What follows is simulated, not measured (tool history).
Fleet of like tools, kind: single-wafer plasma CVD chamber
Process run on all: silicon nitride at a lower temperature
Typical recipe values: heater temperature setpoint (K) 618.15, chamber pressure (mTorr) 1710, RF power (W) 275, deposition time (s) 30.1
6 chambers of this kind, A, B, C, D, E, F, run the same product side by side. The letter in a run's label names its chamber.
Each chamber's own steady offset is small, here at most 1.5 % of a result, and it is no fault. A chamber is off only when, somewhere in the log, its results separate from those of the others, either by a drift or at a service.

run,day,heater temperature setpoint (K),chamber pressure (mTorr),RF power (W),deposition time (s),hours since the last thermocouple change,hours since the last RF generator calibration,hours since the last manometer calibration,"read-back reference wafer on the same gauge, thickness_nm",mean film thickness on the monitor wafer (angstrom)
1F,0.154,618.15,1710,275,30.1,2151.1,607.4,1330.2,32.812,338.5
2C,0.288,618.15,1710,275,30.1,1756.3,1482.3,967.2,32.772,340.61
# day 0.346: chamber A: RF generator calibrated
3A,0.579,618.15,1710,275,30.1,1484.2,5.7,350,32.791,338.81
4E,0.792,618.15,1710,275,30.1,1635.5,335.4,1077.8,32.809,342.16
5B,0.979,618.15,1710,275,30.1,1942.5,424,1173.2,32.773,334.4
6D,1.179,618.15,1710,275,30.1,1882.6,995,783.3,32.784,336.16
7C,1.429,618.15,1710,275,30.1,1783.7,1509.7,994.6,32.797,338.82
8F,1.688,618.15,1710,275,30.1,2187.9,644.2,1367,32.781,338.72
9A,1.938,624.15,1710,275,25.6,1516.8,38.3,382.6,32.8,285.37
10E,2.217,624.15,1710,275,25.6,1669.7,369.6,1112,32.807,287.57
11D,2.383,624.15,1710,275,25.6,1911.5,1023.9,812.2,32.813,286.12
12B,2.629,624.15,1710,275,25.6,1982.1,463.6,1212.8,32.788,285.6
# day 2.85: chamber E: thermocouple changed; heater temperature recalibrated
13A,2.879,624.15,1710,275,25.6,1539.4,60.9,405.2,32.798,286.9
14D,3.138,624.15,1710,275,25.6,1929.6,1042,830.3,32.77,283.79
15F,3.271,610.15,1710,235,30.1,2225.9,682.2,1405,32.799,304.13
16C,3.504,610.15,1710,235,30.1,1833.5,1559.5,1044.4,32.815,303.61
17B,3.788,610.15,1710,235,30.1,2009.9,491.4,1240.6,32.787,302.47
18E,3.996,610.15,1710,235,30.1,27.6,412.3,1154.7,32.784,299.74
19C,4.246,610.15,1710,235,30.1,1851.3,1577.3,1062.2,32.802,304.36
# day 4.3: chamber F: capacitance manometer re-zeroed and calibrated
20A,4.45,610.15,1710,235,30.1,1577.1,98.6,442.9,32.8,302.86
21D,4.633,632.15,1710,275,24.4,1965.5,1077.9,866.2,32.824,272.78
22B,4.875,632.15,1710,275,24.4,2036,517.5,1266.7,32.797,272.67
23E,5.158,632.15,1710,275,24.4,55.5,440.2,1182.6,32.787,268.45
24F,5.317,632.15,1710,275,24.4,2275,731.3,24.4,32.766,274.87
25B,5.517,632.15,1710,275,24.4,2051.4,532.9,1282.1,32.796,272.11
26F,5.733,632.15,1710,275,24.4,2285,741.3,34.4,32.785,272.74
27A,5.883,618.15,1710,275,30.1,1611.5,133,477.3,32.77,338.14
28E,6.046,618.15,1710,275,30.1,76.8,461.5,1203.9,32.8,329.83
29D,6.304,627.15,1710,275,30.1,2005.6,1118,906.3,32.798,333.19
# day 6.371: chamber C: RF generator calibrated
30C,6.592,627.15,1710,275,30.1,1907.6,5.4,1118.5,32.826,336.59
31E,6.758,627.15,1710,275,30.1,93.9,478.6,1221,32.776,325.11
32C,7.038,627.15,1710,275,30.1,1918.3,16.1,1129.2,32.813,339.02
33B,7.283,627.15,1710,275,30.1,2093.8,575.3,1324.5,32.805,333.52
34F,7.462,627.15,1710,275,30.1,2326.5,782.8,75.9,32.83,337.18
35A,7.738,618.15,1870,245,30.1,1656,177.5,521.8,32.808,317.1
36D,7.892,618.15,1870,245,30.1,2043.7,1156.1,944.4,32.782,316.32

Decide between three cases: one chamber stands off from its peers, the gauge reading all wafers drifts, or nothing is wrong past each chamber's small offset. Where a chamber is off, say which and what most likely put it there.

Chamber E drifts away from the others.
Likeliest cause: delivered RF power below the setpoint (%) = 7.25.

Which of the 4 candidates below, each the usual settings with something changed and its results left as question marks, puts chamber E back in line with what the other chambers give on the usual settings?
In line means no further than this from the other chambers' mean on the usual settings: mean film thickness on the monitor wafer (angstrom) 4.4
37E-1,8.1,618.15,1740,280,30.1,,,,,?
37E-2,8.1,618.15,1690,270,29.3,,,,,?
37E-3,8.1,618.15,1710,275,29.5,,,,,?
37E-4,8.1,618.15,1730,280,30.9,,,,,?

Average result of the remaining chambers running the usual settings: mean film thickness on the monitor wafer (angstrom) 337.7
run,mean film thickness on the monitor wafer (angstrom)
37E-1,328.39
37E-2,308.96
37E-3,316.21
37E-4,336.57
37E-4 brings the chamber back in line.
